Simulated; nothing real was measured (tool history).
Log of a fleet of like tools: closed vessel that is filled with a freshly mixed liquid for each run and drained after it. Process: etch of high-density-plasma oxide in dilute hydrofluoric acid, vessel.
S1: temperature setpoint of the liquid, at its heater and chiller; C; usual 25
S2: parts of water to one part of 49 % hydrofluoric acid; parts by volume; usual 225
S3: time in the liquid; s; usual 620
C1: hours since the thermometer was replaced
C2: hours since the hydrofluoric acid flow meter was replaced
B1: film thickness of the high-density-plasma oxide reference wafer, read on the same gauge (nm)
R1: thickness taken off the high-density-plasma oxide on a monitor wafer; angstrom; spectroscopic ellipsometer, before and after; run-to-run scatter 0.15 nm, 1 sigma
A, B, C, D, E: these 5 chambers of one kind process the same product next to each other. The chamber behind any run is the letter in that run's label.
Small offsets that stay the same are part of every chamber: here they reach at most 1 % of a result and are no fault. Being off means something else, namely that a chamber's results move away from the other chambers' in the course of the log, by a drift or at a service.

run   hour  S1   S2   S3      C1     C2      B1      R1
 1A    6.2  25  225  620  2250.6  614.5  120.01  166.24
 2E   19.7  25  225  620   405.7  130.5  120.01  165.62
 3D   31.1  25  225  620   145.8  494.9  120.00  167.35
 4B   41.4  25  225  620   323.7   85.0  120.00  166.49
 5C   50.2  25  225  620   649.6  294.2  119.97  167.20
 6A   60.6  25  225  770  2305.0  668.9  120.01  207.48
 7B   72.2  25  225  770   354.5  115.8  120.01  204.50
 8E   85.2  25  225  770   471.2  196.0  119.99  204.81
 9D   94.4  25  225  770   209.1  558.2  119.99  211.64
10C  107.5  25  225  770   706.9  351.5  119.99  208.27
11D  118.3  25  225  620   233.0  582.1  120.01  166.53
12E  125.6  25  225  620   511.6  236.4  119.98  163.64
13B  131.9  29  225  460   414.2  175.5  120.00  141.14
14C  139.4  29  225  460   738.8  383.4  120.00  140.91
15A  146.0  29  225  460  2390.4  754.3  120.00  141.50
16E  159.2  29  225  460   545.2  270.0  119.98  139.54
17A  166.5  29  225  460  2410.9  774.8  119.99  145.20
     171.3  -- chamber C: hydrofluoric acid flow meter replaced
18D  172.8  25  225  620   287.5  636.6  119.98  169.12
19C  181.8  25  225  620   781.2   10.5  119.99  166.58
20B  192.1  25  225  620   474.4  235.7  120.00  166.48
21E  203.0  25  225  620   589.0  313.8  119.98  164.11
22A  209.6  25  225  620  2454.0  817.9  120.00  172.85
23C  219.3  25  225  620   818.7   48.0  120.01  162.66
24D  225.6  25  225  620   340.3  689.4  119.97  165.13
25B  237.3  25  225  620   519.6  280.9  120.01  163.70
26C  244.7  25  225  620   844.1   73.4  119.98  165.45
     253.7  -- chamber A: thermometer replaced
27E  256.7  25  225  620   642.7  367.5  120.02  166.20
28D  266.9  25  225  620   381.6  730.7  120.01  168.55
29B  273.3  25  225  620   555.6  316.9  120.00  163.23
30A  285.9  25  225  620    32.2  894.2  120.00  181.07
31E  294.5  25  225  620   680.5  405.3  120.00  165.92
32D  304.9  25  225  620   419.6  768.7  120.00  168.99
33C  313.6  25  225  620   913.0  142.3  120.00  167.41
34A  326.3  25  225  620    72.6  934.6  120.00  187.57
35B  339.0  25  225  620   621.3  382.6  119.98  168.51
36C  350.6  25  130  620   950.0  179.3  120.02  322.10
37A  360.0  25  130  620   106.3  968.3  120.02  367.41

Does one chamber stand apart from the rest, does the shared gauge drift, or is all well apart from small per-chamber offsets? Give the chamber and the most likely cause, where there is one.

Chamber A drifts away from the others.
Cause: hydrofluoric acid flow above the setpoint (%) = 10.8.

Which of the 4 candidates below, each the usual settings with something changed and its results left as question marks, puts chamber A back in line with what the other chambers give on the usual settings?
Allowed miss from the other chambers' usual-settings mean, per result, to count as in line: R1 5.30 angstrom
38A-1  369.8  25.5  205  620               ?
38A-2  369.8  25.0  220  640               ?
38A-3  369.8  25.0  250  620               ?
38A-4  369.8  25.0  235  620               ?

Mean of the other chambers on the usual settings: R1 166.23 angstrom
  run      R1
38A-1  217.68
38A-2  202.27
38A-3  167.13
38A-4  180.58
38A-3 is the one that brings the chamber's results back in line with the other chambers.

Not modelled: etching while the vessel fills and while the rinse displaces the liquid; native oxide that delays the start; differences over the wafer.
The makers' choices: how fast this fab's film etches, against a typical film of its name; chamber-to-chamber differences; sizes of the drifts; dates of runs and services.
